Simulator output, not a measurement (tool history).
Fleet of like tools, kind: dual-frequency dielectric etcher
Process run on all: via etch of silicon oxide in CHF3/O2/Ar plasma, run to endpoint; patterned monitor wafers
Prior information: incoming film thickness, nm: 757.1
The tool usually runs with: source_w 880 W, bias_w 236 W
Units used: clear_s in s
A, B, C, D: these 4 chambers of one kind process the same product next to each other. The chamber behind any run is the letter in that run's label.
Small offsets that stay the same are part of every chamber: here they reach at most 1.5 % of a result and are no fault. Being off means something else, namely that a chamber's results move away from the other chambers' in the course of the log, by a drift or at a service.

run 1A day=0.171 | source_w=880 bias_w=236 | clear_s=303.59
run 2D day=0.379 | source_w=880 bias_w=236 | clear_s=300.74
run 3C day=0.621 | source_w=880 bias_w=236 | clear_s=298.36
run 4B day=0.921 | source_w=880 bias_w=236 | clear_s=304.27
run 5D day=1.1 | source_w=880 bias_w=236 | clear_s=301.08
run 6C day=1.292 | source_w=950 bias_w=212 | clear_s=299.15
run 7B day=1.575 | source_w=950 bias_w=212 | clear_s=305.54
run 8A day=1.75 | source_w=950 bias_w=212 | clear_s=305.54
run 9C day=2.029 | source_w=950 bias_w=212 | clear_s=301.1
run 10D day=2.35 | source_w=820 bias_w=272 | clear_s=291.92
run 11A day=2.629 | source_w=820 bias_w=272 | clear_s=295.35
run 12B day=2.879 | source_w=820 bias_w=272 | clear_s=295.85
run 13B day=3.121 | source_w=820 bias_w=272 | clear_s=296.68
run 14D day=3.283 | source_w=880 bias_w=236 | clear_s=300.36
-- day=3.492 chamber C: wet clean of the chamber
run 15C day=3.554 | source_w=880 bias_w=236 | clear_s=298.22
run 16A day=3.879 | source_w=880 bias_w=236 | clear_s=305
run 17D day=4.208 | source_w=880 bias_w=236 | clear_s=300.06
run 18C day=4.546 | source_w=880 bias_w=236 | clear_s=298.41
run 19A day=4.846 | source_w=880 bias_w=236 | clear_s=304.77
run 20B day=5.1 | source_w=880 bias_w=236 | clear_s=303.94
run 21A day=5.258 | source_w=880 bias_w=236 | clear_s=304.14
run 22B day=5.567 | source_w=880 bias_w=236 | clear_s=303.75
run 23C day=5.829 | source_w=880 bias_w=236 | clear_s=298.9
run 24D day=6.021 | source_w=880 bias_w=236 | clear_s=299.64
run 25D day=6.342 | source_w=880 bias_w=236 | clear_s=299.99
run 26B day=6.596 | source_w=880 bias_w=236 | clear_s=304.84
-- day=6.821 chamber B: wet clean of the chamber
run 27C day=6.921 | source_w=880 bias_w=236 | clear_s=298.74
run 28A day=7.238 | source_w=950 bias_w=294 | clear_s=273.19
run 29C day=7.45 | source_w=950 bias_w=294 | clear_s=266.79
run 30A day=7.729 | source_w=950 bias_w=294 | clear_s=272.21
run 31B day=7.988 | source_w=950 bias_w=294 | clear_s=271.85
run 32D day=8.267 | source_w=880 bias_w=236 | clear_s=299.05
run 33A day=8.508 | source_w=880 bias_w=236 | clear_s=303.55
run 34B day=8.762 | source_w=670 bias_w=280 | clear_s=317.81
run 35D day=9.05 | source_w=670 bias_w=280 | clear_s=314.02
run 36C day=9.367 | source_w=670 bias_w=280 | clear_s=311
run 37D day=9.596 | source_w=670 bias_w=280 | clear_s=316.38
run 38C day=9.85 | source_w=880 bias_w=236 | clear_s=297.21

All chambers now run identical settings, listed one chamber a line with results as question marks. What results will each chamber show?
run 39A day=10.092 | source_w=880 bias_w=263 | clear_s=?
run 39B day=10.092 | source_w=880 bias_w=263 | clear_s=?
run 39C day=10.092 | source_w=880 bias_w=263 | clear_s=?
run 39D day=10.092 | source_w=880 bias_w=263 | clear_s=?

run=39A clear_s=292.6
run=39B clear_s=294.67
run=39C clear_s=286.93
run=39D clear_s=290.77

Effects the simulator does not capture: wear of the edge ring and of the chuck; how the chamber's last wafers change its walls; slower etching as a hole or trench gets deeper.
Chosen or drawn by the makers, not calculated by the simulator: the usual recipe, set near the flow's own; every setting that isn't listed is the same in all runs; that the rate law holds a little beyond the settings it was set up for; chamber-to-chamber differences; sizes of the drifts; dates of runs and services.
